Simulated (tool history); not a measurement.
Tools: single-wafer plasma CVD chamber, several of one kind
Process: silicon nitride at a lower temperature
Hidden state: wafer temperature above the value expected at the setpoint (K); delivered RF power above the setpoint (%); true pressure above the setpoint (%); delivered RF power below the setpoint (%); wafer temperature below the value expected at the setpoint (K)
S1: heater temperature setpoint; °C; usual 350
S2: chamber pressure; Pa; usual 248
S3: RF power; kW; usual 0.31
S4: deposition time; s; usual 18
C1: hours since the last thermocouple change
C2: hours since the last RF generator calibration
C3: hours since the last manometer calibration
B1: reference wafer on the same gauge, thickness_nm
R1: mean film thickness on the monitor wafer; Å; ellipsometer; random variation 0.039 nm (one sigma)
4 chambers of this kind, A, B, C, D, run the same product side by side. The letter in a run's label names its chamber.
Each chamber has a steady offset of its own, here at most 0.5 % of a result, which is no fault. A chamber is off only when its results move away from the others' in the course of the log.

run,hour,S1,S2,S3,S4,C1,C2,C3,B1,R1
1B,8,350,248,0.31,18,167.5,827.7,1053.3,21.296,225.06
2A,14.2,350,248,0.31,18,1030.4,613.5,1811.8,21.299,226.52
3C,18.7,350,248,0.31,18,330.8,545.1,1135.3,21.284,225.1
4D,26.7,350,248,0.31,18,489.4,348.5,1108,21.278,225.63
5A,31.4,350,248,0.31,18,1047.6,630.7,1829,21.279,226.6
6B,35.7,345,248,0.265,18,195.2,855.4,1081,21.267,201.72
7D,42.2,345,248,0.265,18,504.9,364,1123.5,21.279,202.42
8C,47,345,248,0.265,18,359.1,573.4,1163.6,21.27,201.44
9D,54.6,345,248,0.265,18,517.3,376.4,1135.9,21.266,203.1
10C,59.6,339,248,0.31,18,371.7,586,1176.2,21.269,225.71
11B,65.2,339,248,0.31,18,224.7,884.9,1110.5,21.251,225.81
12A,74.4,339,248,0.31,18,1090.6,673.7,1872,21.244,227.87
13C,80.6,339,248,0.31,18,392.7,607,1197.2,21.242,225.95
14A,86.7,350,248,0.31,18,1102.9,686,1884.3,21.245,226.28
# hour 94.1: chamber B: capacitance manometer re-zeroed and calibrated
15B,94.7,350,248,0.31,18,254.2,914.4,0.6,21.239,223.9
16D,103.2,350,248,0.31,18,565.9,425,1184.5,21.218,225.21
17C,111.7,350,248,0.31,18,423.8,638.1,1228.3,21.213,224.34
18A,119.7,350,248,0.31,18,1135.9,719,1917.3,21.216,225.92
19D,125.8,350,248,0.31,18,588.5,447.6,1207.1,21.213,224.68
20B,131,350,248,0.31,18,290.5,950.7,36.9,21.209,224.38
21C,135.5,350,248,0.31,18,447.6,661.9,1252.1,21.21,224.41
22D,141.2,350,248,0.31,18,603.9,463,1222.5,21.201,224.65
23B,147.2,350,248,0.31,18,306.7,966.9,53.1,21.207,223.35
24A,152.5,350,248,0.31,18,1168.7,751.8,1950.1,21.207,224.89
25C,157,350,248,0.31,18,469.1,683.4,1273.6,21.195,224.97
26B,163.6,350,248,0.31,18,323.1,983.3,69.5,21.186,223.53
27D,167.8,350,248,0.31,18,630.5,489.6,1249.1,21.186,224.66
28A,176.1,350,248,0.31,18,1192.3,775.4,1973.7,21.182,225.04
29B,181.3,350,248,0.31,18,340.8,1001,87.2,21.173,223.32
30C,187.3,350,248,0.31,18,499.4,713.7,1303.9,21.167,223.52
31D,194.1,350,248,0.31,18,656.8,515.9,1275.4,21.172,223.55
32A,202.7,350,248,0.31,18,1218.9,802,2000.3,21.166,224.97
33C,208.1,350,248,0.31,18,520.2,734.5,1324.7,21.163,224.46
34B,215.2,350,248,0.31,18,374.7,1034.9,121.1,21.148,223.71
35D,220.4,350,248,0.31,18,683.1,542.2,1301.7,21.145,224.17

Next, every chamber runs the same settings. What will each give?
36A,227.1,350,248,0.31,18,,,,,?
36B,227.1,350,248,0.31,18,,,,,?
36C,227.1,350,248,0.31,18,,,,,?
36D,227.1,350,248,0.31,18,,,,,?

run,R1
36A,224.77
36B,223.52
36C,223.92
36D,224.39

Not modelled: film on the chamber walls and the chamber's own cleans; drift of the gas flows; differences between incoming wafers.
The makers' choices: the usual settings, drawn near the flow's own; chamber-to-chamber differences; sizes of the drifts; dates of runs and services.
